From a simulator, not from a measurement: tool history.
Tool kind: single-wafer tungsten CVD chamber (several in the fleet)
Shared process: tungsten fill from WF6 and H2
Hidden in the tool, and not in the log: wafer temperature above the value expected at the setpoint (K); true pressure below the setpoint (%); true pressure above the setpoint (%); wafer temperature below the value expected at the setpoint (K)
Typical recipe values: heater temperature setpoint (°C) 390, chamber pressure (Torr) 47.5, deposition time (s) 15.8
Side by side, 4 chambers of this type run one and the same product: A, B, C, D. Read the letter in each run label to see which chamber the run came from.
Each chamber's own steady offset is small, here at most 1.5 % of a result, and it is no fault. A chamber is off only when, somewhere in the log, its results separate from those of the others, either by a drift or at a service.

run   hour  heater temperature setpoint (°C)  chamber pressure (Torr)  deposition time (s)  hours since the last thermocouple change  hours since the last manometer calibration  read-back reference wafer on the same gauge, thickness_nm  mean film thickness on the monitor wafer (nm)
 1A    4.7                               390                     47.5                 15.8                                     516.4                                      1474.9                                                     41.598                                         46.556
 2B    8.8                               390                     47.5                 15.8                                     622.9                                        60.3                                                     41.601                                         47.386
 3C   11.8                               390                     47.5                 15.8                                     305.2                                      1943.6                                                     41.606                                         46.760
 4D   16.5                               390                     47.5                 15.8                                    2915.3                                      2136.4                                                     41.597                                         47.244
 5D   19.5                               390                     47.5                 15.8                                    2918.3                                      2139.4                                                     41.615                                         47.143
 6C   24.4                               390                     47.5                 15.8                                     317.8                                      1956.2                                                     41.618                                         46.904
 7B   29.3                               390                     47.5                 15.8                                     643.4                                        80.8                                                     41.599                                         47.245
 8A   31.7                               390                     47.5                 15.8                                     543.4                                      1501.9                                                     41.628                                         46.645
 9B   34.4                               390                     47.5                 15.8                                     648.5                                        85.9                                                     41.628                                         47.847
10D   38.8                               390                     47.5                 15.8                                    2937.6                                      2158.7                                                     41.605                                         47.169
11A   42.5                               390                     47.5                 15.8                                     554.2                                      1512.7                                                     41.625                                         46.735
12C   44.9                               390                     47.5                 15.8                                     338.3                                      1976.7                                                     41.611                                         46.924
13C   47.5                               390                     47.5                 15.8                                     340.9                                      1979.3                                                     41.615                                         47.112
14A   51.8                               390                     47.5                 15.8                                     563.5                                      1522.0                                                     41.595                                         46.679
15B   56.8                               390                     47.5                 15.8                                     670.9                                       108.3                                                     41.621                                         47.608
16D   59.9                               390                     47.5                 15.8                                    2958.7                                      2179.8                                                     41.593                                         47.026
17D   62.9                               390                     47.5                 15.8                                    2961.7                                      2182.8                                                     41.588                                         46.998
18C   65.9                               390                     47.5                 15.8                                     359.3                                      1997.7                                                     41.587                                         46.821
19A   68.1                               390                     47.5                 15.8                                     579.8                                      1538.3                                                     41.579                                         46.735
20B   72.4                               390                     47.5                 15.8                                     686.5                                       123.9                                                     41.620                                         47.823
21D   75.9                               390                     47.5                 15.8                                    2974.7                                      2195.8                                                     41.617                                         47.207
22C   80.8                               390                     47.5                 15.8                                     374.2                                      2012.6                                                     41.578                                         47.059
23A   84.6                               396                     47.5                 15.8                                     596.3                                      1554.8                                                     41.584                                         52.010
24B   86.8                               396                     47.5                 15.8                                     700.9                                       138.3                                                     41.588                                         53.606
25D   89.7                               396                     47.5                 15.8                                    2988.5                                      2209.6                                                     41.572                                         52.936
26A   92.4                               396                     47.5                 15.8                                     604.1                                      1562.6                                                     41.616                                         52.137
27B   95.4                               390                     47.5                 15.8                                     709.5                                       146.9                                                     41.606                                         47.773
28C   98.3                               390                     47.5                 15.8                                     391.7                                      2030.1                                                     41.588                                         46.910
      98.9  -- chamber D: capacitance manometer re-zeroed and calibrated
29D  103.0                               390                     47.5                 15.8                                    3001.8                                         4.2                                                     41.604                                         47.035
30B  106.7                               390                     47.5                 15.8                                     720.8                                       158.2                                                     41.595                                         47.524
31A  111.2                               390                     47.5                 15.8                                     622.9                                      1581.4                                                     41.599                                         46.759
32C  116.1                               390                     47.5                 15.8                                     409.5                                      2047.9                                                     41.604                                         46.883
33B  119.9                               390                     47.5                 15.8                                     734.0                                       171.4                                                     41.617                                         47.704
34C  122.4                               390                     47.5                 15.8                                     415.8                                      2054.2                                                     41.615                                         47.015
35D  124.9                               390                     47.5                 15.8                                    3023.7                                        26.1                                                     41.605                                         46.909
36A  128.1                               390                     47.5                 15.8                                     639.8                                      1598.3                                                     41.615                                         46.445
37B  132.1                               378                     36.3                 15.8                                     746.2                                       183.6                                                     41.606                                         32.852
38D  135.0                               378                     36.3                 15.8                                    3033.8                                        36.2                                                     41.588                                         32.767
39A  138.5                               378                     36.3                 15.8                                     650.2                                      1608.7                                                     41.610                                         32.720
40C  140.8                               378                     36.3                 15.8                                     434.2                                      2072.6                                                     41.609                                         32.961
41C  145.7                               390                     47.5                 15.8                                     439.1                                      2077.5                                                     41.586                                         47.236
42A  150.2                               390                     47.5                 15.8                                     661.9                                      1620.4                                                     41.633                                         46.553

The same settings go to every chamber for the next run, one line per chamber below. Forecast the results for each:
43A  153.8                               395                     47.5                 15.8                                                                                                                                                                                               ?
43B  153.8                               395                     47.5                 15.8                                                                                                                                                                                               ?
43C  153.8                               395                     47.5                 15.8                                                                                                                                                                                               ?
43D  153.8                               395                     47.5                 15.8                                                                                                                                                                                               ?

run  mean film thickness on the monitor wafer (nm)
43A                                         51.286
43B                                         52.488
43C                                         51.570
43D                                         51.965

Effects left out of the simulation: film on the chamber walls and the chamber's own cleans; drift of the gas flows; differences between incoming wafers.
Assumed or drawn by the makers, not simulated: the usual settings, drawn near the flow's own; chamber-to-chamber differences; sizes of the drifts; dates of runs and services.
